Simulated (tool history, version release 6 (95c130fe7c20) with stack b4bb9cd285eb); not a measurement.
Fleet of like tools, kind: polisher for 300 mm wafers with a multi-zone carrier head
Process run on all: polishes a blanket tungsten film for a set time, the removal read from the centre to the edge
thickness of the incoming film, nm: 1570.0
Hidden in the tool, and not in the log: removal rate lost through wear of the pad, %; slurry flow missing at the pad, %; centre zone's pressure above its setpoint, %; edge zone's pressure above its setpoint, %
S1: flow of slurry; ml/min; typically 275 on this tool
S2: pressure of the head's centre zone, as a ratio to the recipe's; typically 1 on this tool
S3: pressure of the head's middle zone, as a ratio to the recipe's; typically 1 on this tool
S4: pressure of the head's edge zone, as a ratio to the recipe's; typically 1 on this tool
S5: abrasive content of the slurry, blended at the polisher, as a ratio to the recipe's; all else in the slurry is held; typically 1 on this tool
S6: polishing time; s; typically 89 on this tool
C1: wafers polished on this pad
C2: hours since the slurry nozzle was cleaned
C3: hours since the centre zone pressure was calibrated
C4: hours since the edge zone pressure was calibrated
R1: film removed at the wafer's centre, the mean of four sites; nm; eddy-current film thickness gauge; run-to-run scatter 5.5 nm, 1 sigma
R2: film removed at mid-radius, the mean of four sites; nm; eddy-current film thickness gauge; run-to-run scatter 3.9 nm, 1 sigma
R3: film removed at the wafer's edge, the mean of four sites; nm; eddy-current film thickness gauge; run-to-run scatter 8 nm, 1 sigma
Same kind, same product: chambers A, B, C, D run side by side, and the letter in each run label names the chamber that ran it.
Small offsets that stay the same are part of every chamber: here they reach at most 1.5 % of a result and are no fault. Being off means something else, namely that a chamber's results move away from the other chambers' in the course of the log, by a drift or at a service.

run   hour   S1  S2    S3    S4    S5  S6    C1     C2     C3      C4      R1      R2      R3
      10.5  -- chamber A: worn pad replaced by a new one
 1B     13  275   1     1     1     1  89   904  216.6  175.6   561.3  532.71  536.02  537.14
 2A   23.7  275   1     1     1     1  89   101  647.3   76.7   865.9  539.57  555.54  550.39
      31.9  -- chamber B: worn pad replaced by a new one
 3D   32.7  275   1     1     1     1  89   769  292.3  218.4   246.8   542.3  547.16   564.1
 4C     39  275   1     1     1     1  89   715    361  152.7   251.7  545.99  534.42  546.75
 5A   46.5  275   1     1     1     1  89   276  670.1   99.5   888.7  544.85  550.96  534.18
      54.5  -- chamber C: slurry nozzle cleaned
 6C   58.2  275   1     1     1     1  89   862    3.8  171.9   270.9  546.27   540.2  555.66
      61.8  -- chamber D: worn pad replaced by a new one
 7B   66.4  275   1     1     1   0.8  89   264    270    229   614.7  524.34  506.71     513
 8D   78.8  275   1     1     1   0.8  89   130  338.4  264.5   292.9  508.27   514.1  530.39
        84  -- chamber C: worn pad replaced by a new one
 9C   91.5  275   1     1     1   0.8  89    57   37.1  205.2   304.2  512.98  507.75  525.59
10A    104  275   1     1     1   0.8  89   717  727.6    157   946.2  519.36  522.55  519.51
11B  110.9  275   1     1     1     1  89   606  314.5  273.5   659.2  546.68  534.85  535.96
12D  121.4  275   1     1     1     1  89   457    381  307.1   335.5  534.28   544.2  555.19
13C  128.4  275   1     1     1     1  89   340     74  242.1   341.1  552.25  533.56  563.74
14B  135.6  275   1     1     1     1  89   795  339.2  298.2   683.9  551.81  541.62  545.58
     145.8  -- chamber B: centre zone pressure recalibrated
15D  147.9  275   1     1     1     1  89   660  407.5  333.6     362   546.5  544.82  546.33
16A  157.9  275   1     1     1     1  89  1130  781.5  210.9  1000.1  542.75  550.55  535.57
17D  169.7  275   1     1     1     1  89   827  429.3  355.4   383.8  541.55  543.46  550.15
     170.8  -- chamber D: edge zone pressure recalibrated
     174.8  -- chamber B: worn pad replaced by a new one
18A  177.2  275   1     1     1     1  89  1279  800.8  230.2  1019.4  543.73  551.88  546.06
     182.7  -- chamber D: slurry nozzle cleaned
19C  187.4  275   1     1     1     1  89   793    133  301.1   400.1  542.67  538.76   553.4
     191.8  -- chamber A: worn pad replaced by a new one
     199.2  -- chamber D: worn pad replaced by a new one
20B  199.9  275   1     1     1     1  89   193  403.5   54.1   748.2  546.34  540.97  536.54
     207.6  -- chamber C: worn pad replaced by a new one
21A  210.8  275   1  0.91  0.93     1  89   145  834.4  263.8    1053  549.48  507.02  511.71
22C    219  275   1  0.91  0.93     1  89    87  164.6  332.7   431.7  544.35  495.64  529.68
23B  231.8  275   1  0.91  0.93     1  89   437  435.4     86   780.1  540.71  496.25   520.1
24D  242.6  275   1  0.91  0.93     1  89   333   59.9  428.3    71.9  553.17  499.03  530.86
25B    250  275   1     1     1  0.75  89   577  453.6  104.2   798.3  507.47  499.34  506.31
26A  257.3  275   1     1     1  0.75  89   502  880.9  310.3  1099.5  503.47  512.55  507.79
27D  264.1  275   1     1     1  0.75  89   498   81.4  449.8    93.4  504.76  513.28  522.37
     269.8  -- chamber A: slurry nozzle cleaned
28C  276.2  275   1     1     1  0.75  89   526  221.8  389.9   488.9  511.87  502.73  518.53
29D    284  275   1     1     1     1  89   650  101.3  469.7   113.3  545.38  540.29  550.62
30C  297.2  220   1     1     1   1.2  89   687  242.8  410.9   509.9  555.16  548.84  559.22
     297.9  -- chamber B: worn pad replaced by a new one
     304.1  -- chamber D: worn pad replaced by a new one
31B  307.5  220   1     1     1   1.2  89    73  511.1  161.7   855.8  537.96   550.6  549.83
     318.3  -- chamber C: worn pad replaced by a new one
32A  320.9  220   1     1     1   1.2  89   990   51.1  373.9  1163.1  539.58  561.37  545.37
33C  331.1  220   1     1     1   1.2  89    98  276.7  444.8   543.8  548.08  547.35  541.33
34A  341.7  275   1     1     1     1  89  1149   71.9  394.7  1183.9   542.1  548.43  547.82
35D  350.6  275   1     1     1     1  89   357  167.9  536.3   179.9   538.1  542.19  564.49
36B  359.9  275   1     1     1     1  89   475  563.5  214.1   908.2  540.56  542.88  545.88
37C    370  275   1     1     1     1  89   397  315.6  483.7   582.7  540.32  535.14  553.58

Is one chamber out of step, is the gauge drifting, or do the chambers differ by no more than their own small offsets? For an off chamber, give its letter and the likeliest cause.

Neither any chamber nor the gauge drifts; the chambers differ only by their own small, steady offsets.

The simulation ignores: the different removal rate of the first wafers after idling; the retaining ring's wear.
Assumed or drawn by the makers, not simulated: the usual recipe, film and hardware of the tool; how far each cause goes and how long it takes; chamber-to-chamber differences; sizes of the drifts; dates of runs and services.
